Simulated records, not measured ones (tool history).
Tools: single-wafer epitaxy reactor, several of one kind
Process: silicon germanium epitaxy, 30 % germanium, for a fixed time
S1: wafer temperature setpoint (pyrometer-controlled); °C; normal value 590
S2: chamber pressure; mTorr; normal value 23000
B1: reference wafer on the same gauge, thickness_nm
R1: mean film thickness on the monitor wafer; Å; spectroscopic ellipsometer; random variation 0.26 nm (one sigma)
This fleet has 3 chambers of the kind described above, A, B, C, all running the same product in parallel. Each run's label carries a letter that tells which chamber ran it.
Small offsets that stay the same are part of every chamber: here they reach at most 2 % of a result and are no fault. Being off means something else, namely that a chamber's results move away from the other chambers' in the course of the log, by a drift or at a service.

| run | hour | S1 | S2 | B1 | R1 |
|---|---|---|---|---|---|
| 1A | 7.6 | 590 | 23000 | 56.466 | 518.07 |
| 2B | 16.5 | 590 | 23000 | 56.574 | 526.13 |
| 3C | 30.7 | 590 | 23000 | 56.413 | 517.59 |
| 4C | 38.6 | 590 | 23000 | 56.557 | 515.14 |
| 5A | 53.3 | 590 | 23000 | 56.492 | 527.07 |
| 6B | 68.7 | 590 | 23000 | 56.515 | 527.36 |
| 7C | 81.8 | 590 | 23000 | 56.542 | 517.28 |
| 8B | 97.8 | 590 | 23000 | 56.496 | 524.59 |
|  | 110.6 | chamber A: capacitance manometer re-zeroed and calibrated |
| 9A | 111.4 | 576 | 21200 | 56.486 | 386.45 |
|  | 113.1 | chamber C: capacitance manometer re-zeroed and calibrated |
| 10A | 126.2 | 576 | 21200 | 56.493 | 387.08 |
| 11B | 135.9 | 576 | 21200 | 56.537 | 388.57 |
| 12C | 143.7 | 590 | 25600 | 56.483 | 541.4 |
|  | 151.4 | chamber B: capacitance manometer re-zeroed and calibrated |
| 13A | 154.1 | 590 | 25600 | 56.442 | 551.15 |
|  | 165.4 | chamber A: pyrometer calibrated |
| 14C | 167.7 | 590 | 25600 | 56.559 | 536.66 |
| 15B | 182.3 | 590 | 23000 | 56.47 | 526.07 |
| 16B | 196.2 | 590 | 23000 | 56.604 | 527.24 |
| 17A | 209.3 | 584 | 20200 | 56.435 | 459.2 |
| 18C | 224.7 | 584 | 20200 | 56.508 | 438.04 |
| 19A | 237.5 | 584 | 20200 | 56.447 | 457.27 |
| 20C | 244.7 | 590 | 23000 | 56.501 | 517.43 |
| 21B | 259.8 | 590 | 23000 | 56.539 | 529.79 |
| 22C | 268.4 | 590 | 23000 | 56.454 | 515.95 |
| 23A | 283.4 | 590 | 23000 | 56.54 | 538.94 |
| 24B | 299.9 | 590 | 23000 | 56.517 | 527 |
| 25A | 314.9 | 590 | 23000 | 56.489 | 538.64 |
| 26C | 331.2 | 590 | 23000 | 56.495 | 517.98 |
| 27B | 339.1 | 590 | 23000 | 56.506 | 526.07 |
| 28C | 352.5 | 590 | 23000 | 56.555 | 513.75 |
| 29B | 367.3 | 590 | 23000 | 56.526 | 526.86 |
| 30A | 374.6 | 590 | 23000 | 56.513 | 544.6 |
| 31C | 385.8 | 590 | 23000 | 56.495 | 512.53 |
| 32A | 401 | 590 | 23000 | 56.56 | 540.03 |
| 33B | 411.4 | 590 | 23000 | 56.525 | 531.44 |
| 34C | 423.7 | 590 | 23000 | 56.479 | 514.66 |
| 35A | 438.4 | 590 | 23000 | 56.474 | 543.65 |
| 36B | 448.4 | 590 | 23000 | 56.585 | 526.85 |
| 37B | 458.3 | 590 | 23000 | 56.464 | 527.69 |
| 38C | 469.1 | 590 | 23000 | 56.48 | 513.08 |
| 39A | 479.5 | 598 | 19400 | 56.405 | 588.03 |
| 40B | 495.5 | 598 | 19400 | 56.503 | 571.48 |
| 41C | 504.7 | 598 | 19400 | 56.476 | 556.91 |
| 42A | 513.3 | 579 | 25600 | 56.446 | 457.43 |
| 43A | 523.4 | 579 | 25600 | 56.509 | 462.36 |

Decide between three cases: one chamber stands off from its peers, the gauge reading all wafers drifts, or nothing is wrong past each chamber's small offset. Where a chamber is off, say which and what most likely put it there.

Chamber A came out of a service off from its peers and stayed that way.
Most likely cause: wafer temperature above the value expected at the setpoint (K) = 1.97.

Chamber A could run next with any of the 4 candidate recipes listed below; each alters the usual settings, and their results appear as question marks. Which one brings its results back in line with what the other chambers deliver on the usual settings?
In-line tolerance around the mean of the other chambers on the usual settings: R1 9 Å
| 44A-1 | 535.3 | 590 | 22900 |  | ? |
| 44A-2 | 535.3 | 592 | 23200 |  | ? |
| 44A-3 | 535.3 | 588 | 23000 |  | ? |
| 44A-4 | 535.3 | 590 | 23400 |  | ? |

Other chambers, usual settings, mean: R1 521.55 Å
| run | R1 |
|---|---|
| 44A-1 | 541.74 |
| 44A-2 | 565.28 |
| 44A-3 | 522.69 |
| 44A-4 | 546.42 |
With 44A-3, the chamber falls back in line with the rest.
